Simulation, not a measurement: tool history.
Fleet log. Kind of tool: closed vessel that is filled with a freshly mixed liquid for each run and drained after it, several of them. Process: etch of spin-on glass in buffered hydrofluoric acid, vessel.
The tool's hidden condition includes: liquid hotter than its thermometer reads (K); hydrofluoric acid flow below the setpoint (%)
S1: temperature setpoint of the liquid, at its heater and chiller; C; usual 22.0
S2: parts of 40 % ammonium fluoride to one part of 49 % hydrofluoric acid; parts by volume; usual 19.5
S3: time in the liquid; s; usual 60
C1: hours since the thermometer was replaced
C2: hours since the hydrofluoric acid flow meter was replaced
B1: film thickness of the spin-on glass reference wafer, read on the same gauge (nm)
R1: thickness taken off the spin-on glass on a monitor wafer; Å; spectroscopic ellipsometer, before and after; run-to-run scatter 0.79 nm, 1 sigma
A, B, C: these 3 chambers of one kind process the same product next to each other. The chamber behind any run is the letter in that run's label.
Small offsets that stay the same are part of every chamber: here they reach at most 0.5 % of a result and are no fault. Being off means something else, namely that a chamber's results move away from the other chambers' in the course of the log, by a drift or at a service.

run,day,S1,S2,S3,C1,C2,B1,R1
1C,0.242,22.0,19.5,60,1875.7,456.7,109.98,830.29
# day 0.275: chamber C: thermometer replaced
2B,0.625,22.0,19.5,60,289.0,1158.3,110.00,798.42
3A,1.117,22.0,19.5,60,1578.4,493.2,109.98,809.46
4A,1.592,22.0,19.5,60,1589.8,504.6,109.99,813.16
5C,1.912,22.0,19.5,60,39.4,496.8,110.01,810.90
6B,2.362,22.0,19.5,60,330.7,1200.0,109.99,806.26
7A,2.633,22.0,19.5,60,1614.8,529.6,110.00,814.46
8B,2.900,22.0,19.5,60,343.6,1212.9,110.00,818.38
9C,3.392,22.0,19.5,60,74.9,532.3,110.00,814.55
10A,3.700,22.0,19.5,60,1640.4,555.2,110.01,809.29
11C,4.054,22.0,19.5,60,90.8,548.2,110.02,823.37
12B,4.512,22.0,19.5,60,382.3,1251.6,110.02,823.68
13A,4.742,22.0,19.5,60,1665.4,580.2,110.00,820.25
14C,4.988,22.0,19.5,60,113.2,570.6,109.98,812.86
15B,5.350,22.0,19.5,60,402.4,1271.7,110.01,846.93
16B,5.683,22.0,19.5,60,410.4,1279.7,110.01,842.15
17C,6.112,22.0,19.5,60,140.2,597.6,109.99,819.89
18A,6.338,22.0,19.5,60,1703.7,618.5,109.98,816.30
19B,6.596,22.0,19.5,60,432.3,1301.6,109.99,861.02
20C,6.896,22.0,19.5,60,159.0,616.4,110.00,823.89
21A,7.179,25.5,19.5,45,1723.9,638.7,109.98,746.89
22B,7.492,25.5,19.5,45,453.8,1323.1,110.01,799.45
23C,7.950,25.5,19.5,45,184.3,641.7,110.01,732.79
24A,8.329,22.0,19.5,60,1751.5,666.3,110.00,814.16

All chambers now run identical settings, listed one chamber a line with results as question marks. What results will each chamber show?
25A,8.683,22.0,19.5,60,,,,?
25B,8.683,22.0,19.5,60,,,,?
25C,8.683,22.0,19.5,60,,,,?

run,R1
25A,818.63
25B,894.79
25C,826.38

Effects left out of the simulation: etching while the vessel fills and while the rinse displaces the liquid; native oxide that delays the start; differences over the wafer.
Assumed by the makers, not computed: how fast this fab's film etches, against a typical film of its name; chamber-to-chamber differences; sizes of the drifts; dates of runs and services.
